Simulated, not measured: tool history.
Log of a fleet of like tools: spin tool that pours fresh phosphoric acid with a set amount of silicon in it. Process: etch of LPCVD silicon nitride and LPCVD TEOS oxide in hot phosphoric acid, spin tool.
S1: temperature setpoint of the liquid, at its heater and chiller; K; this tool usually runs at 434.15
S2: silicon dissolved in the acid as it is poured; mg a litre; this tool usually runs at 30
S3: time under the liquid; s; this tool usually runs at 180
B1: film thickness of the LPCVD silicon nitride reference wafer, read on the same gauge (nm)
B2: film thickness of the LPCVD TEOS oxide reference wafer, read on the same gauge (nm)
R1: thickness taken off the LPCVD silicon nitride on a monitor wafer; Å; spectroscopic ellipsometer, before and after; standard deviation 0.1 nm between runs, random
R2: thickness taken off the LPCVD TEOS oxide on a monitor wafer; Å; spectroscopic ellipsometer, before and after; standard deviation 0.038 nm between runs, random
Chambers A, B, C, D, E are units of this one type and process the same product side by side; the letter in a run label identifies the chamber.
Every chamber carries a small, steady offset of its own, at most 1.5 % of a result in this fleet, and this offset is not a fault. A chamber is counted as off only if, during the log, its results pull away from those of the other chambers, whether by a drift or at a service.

{"run": "1B", "day": 0.217, "S1": 434.15, "S2": 30, "S3": 180, "B1": 109.99, "B2": 109.97, "R1": 160.42, "R2": 4.9025}
{"run": "2C", "day": 0.425, "S1": 434.15, "S2": 30, "S3": 180, "B1": 109.97, "B2": 109.95, "R1": 158.24, "R2": 4.2405}
{"day": 0.592, "done": "chamber D: heated supply line repaired"}
{"run": "3A", "day": 0.838, "S1": 434.15, "S2": 30, "S3": 180, "B1": 109.99, "B2": 110.01, "R1": 161.26, "R2": 4.7726}
{"run": "4D", "day": 1.175, "S1": 434.15, "S2": 30, "S3": 180, "B1": 110.02, "B2": 110.05, "R1": 159.72, "R2": 4.7234}
{"run": "5E", "day": 1.383, "S1": 434.15, "S2": 30, "S3": 180, "B1": 110.01, "B2": 110.03, "R1": 161.55, "R2": 4.8168}
{"run": "6D", "day": 1.571, "S1": 434.15, "S2": 30, "S3": 180, "B1": 109.99, "B2": 110.0, "R1": 161.55, "R2": 4.7332}
{"run": "7B", "day": 1.938, "S1": 434.15, "S2": 30, "S3": 180, "B1": 110.01, "B2": 110.01, "R1": 159.47, "R2": 4.4721}
{"run": "8E", "day": 2.367, "S1": 434.15, "S2": 30, "S3": 180, "B1": 109.98, "B2": 110.01, "R1": 161.52, "R2": 4.0692}
{"run": "9A", "day": 2.675, "S1": 434.15, "S2": 30, "S3": 180, "B1": 110.0, "B2": 109.99, "R1": 159.61, "R2": 4.8466}
{"run": "10C", "day": 3.075, "S1": 434.15, "S2": 30, "S3": 180, "B1": 109.97, "B2": 110.02, "R1": 159.86, "R2": 4.2724}
{"run": "11E", "day": 3.404, "S1": 434.15, "S2": 30, "S3": 180, "B1": 110.02, "B2": 110.0, "R1": 163.79, "R2": 4.4692}
{"run": "12A", "day": 3.683, "S1": 434.15, "S2": 30, "S3": 180, "B1": 110.01, "B2": 110.0, "R1": 160.44, "R2": 4.906}
{"run": "13D", "day": 3.962, "S1": 434.15, "S2": 30, "S3": 180, "B1": 110.02, "B2": 110.01, "R1": 162.87, "R2": 4.0059}
{"run": "14B", "day": 4.242, "S1": 434.15, "S2": 30, "S3": 180, "B1": 110.01, "B2": 110.02, "R1": 162.0, "R2": 4.6542}
{"run": "15C", "day": 4.604, "S1": 435.15, "S2": 30, "S3": 180, "B1": 109.99, "B2": 110.03, "R1": 164.76, "R2": 5.3841}
{"run": "16A", "day": 5.029, "S1": 435.15, "S2": 30, "S3": 180, "B1": 110.01, "B2": 110.0, "R1": 164.97, "R2": 4.0166}
{"run": "17D", "day": 5.321, "S1": 435.15, "S2": 30, "S3": 180, "B1": 109.99, "B2": 110.01, "R1": 166.81, "R2": 4.5442}
{"run": "18C", "day": 5.508, "S1": 435.15, "S2": 30, "S3": 180, "B1": 109.99, "B2": 110.01, "R1": 164.97, "R2": 5.0882}
{"run": "19E", "day": 5.779, "S1": 435.15, "S2": 30, "S3": 180, "B1": 110.01, "B2": 109.97, "R1": 167.11, "R2": 4.3704}
{"run": "20B", "day": 6.192, "S1": 434.15, "S2": 30, "S3": 180, "B1": 109.98, "B2": 110.04, "R1": 160.13, "R2": 4.681}
{"run": "21A", "day": 6.383, "S1": 434.15, "S2": 30, "S3": 180, "B1": 110.03, "B2": 109.99, "R1": 160.43, "R2": 4.9272}
{"run": "22C", "day": 6.662, "S1": 434.15, "S2": 30, "S3": 180, "B1": 109.99, "B2": 110.0, "R1": 158.28, "R2": 4.2593}
{"run": "23E", "day": 7.004, "S1": 434.15, "S2": 30, "S3": 180, "B1": 110.01, "B2": 109.97, "R1": 162.26, "R2": 4.1946}
{"run": "24D", "day": 7.292, "S1": 434.15, "S2": 30, "S3": 180, "B1": 110.0, "B2": 110.02, "R1": 160.1, "R2": 4.6179}
{"run": "25B", "day": 7.683, "S1": 434.15, "S2": 30, "S3": 180, "B1": 110.01, "B2": 110.01, "R1": 160.16, "R2": 4.4059}
{"run": "26D", "day": 7.867, "S1": 434.15, "S2": 30, "S3": 245, "B1": 110.03, "B2": 109.98, "R1": 219.13, "R2": 6.6518}
{"run": "27C", "day": 8.208, "S1": 434.15, "S2": 30, "S3": 245, "B1": 110.0, "B2": 109.99, "R1": 217.09, "R2": 6.943}
{"day": 8.233, "done": "chamber B: dissolved silicon flow meter replaced"}
{"run": "28A", "day": 8.567, "S1": 434.15, "S2": 30, "S3": 245, "B1": 110.01, "B2": 109.98, "R1": 220.45, "R2": 5.8382}
{"run": "29E", "day": 8.796, "S1": 434.15, "S2": 30, "S3": 245, "B1": 110.0, "B2": 109.98, "R1": 220.55, "R2": 6.2614}
{"run": "30B", "day": 9.183, "S1": 434.15, "S2": 30, "S3": 245, "B1": 110.0, "B2": 110.04, "R1": 217.71, "R2": 6.1021}
{"run": "31B", "day": 9.542, "S1": 434.15, "S2": 30, "S3": 180, "B1": 110.0, "B2": 110.02, "R1": 159.95, "R2": 4.369}
{"run": "32C", "day": 9.929, "S1": 434.15, "S2": 30, "S3": 180, "B1": 110.01, "B2": 110.0, "R1": 157.43, "R2": 4.4392}
{"run": "33D", "day": 10.233, "S1": 434.15, "S2": 30, "S3": 180, "B1": 110.0, "B2": 110.0, "R1": 161.86, "R2": 5.1216}
{"run": "34E", "day": 10.45, "S1": 434.15, "S2": 30, "S3": 180, "B1": 110.01, "B2": 110.01, "R1": 161.66, "R2": 4.5903}
{"run": "35A", "day": 10.746, "S1": 434.15, "S2": 14, "S3": 180, "B1": 109.99, "B2": 109.97, "R1": 159.82, "R2": 7.7272}
{"run": "36E", "day": 11.142, "S1": 434.15, "S2": 14, "S3": 180, "B1": 110.0, "B2": 109.92, "R1": 162.55, "R2": 7.1337}
{"run": "37B", "day": 11.375, "S1": 434.15, "S2": 14, "S3": 180, "B1": 110.0, "B2": 110.02, "R1": 159.6, "R2": 7.4554}
{"run": "38D", "day": 11.604, "S1": 434.15, "S2": 14, "S3": 180, "B1": 110.0, "B2": 109.98, "R1": 162.56, "R2": 7.4626}
{"day": 11.638, "done": "chamber C: heated supply line repaired"}
{"run": "39C", "day": 12.004, "S1": 434.15, "S2": 14, "S3": 180, "B1": 110.0, "B2": 110.0, "R1": 160.49, "R2": 7.0672}
{"run": "40A", "day": 12.396, "S1": 434.15, "S2": 30, "S3": 180, "B1": 110.0, "B2": 109.97, "R1": 162.23, "R2": 4.6193}

Does one chamber stand apart from the rest, does the shared gauge drift, or is all well apart from small per-chamber offsets? Give the chamber and the most likely cause, where there is one.

The fleet is healthy, with each chamber sitting at its usual small offset and no drift in the gauge.
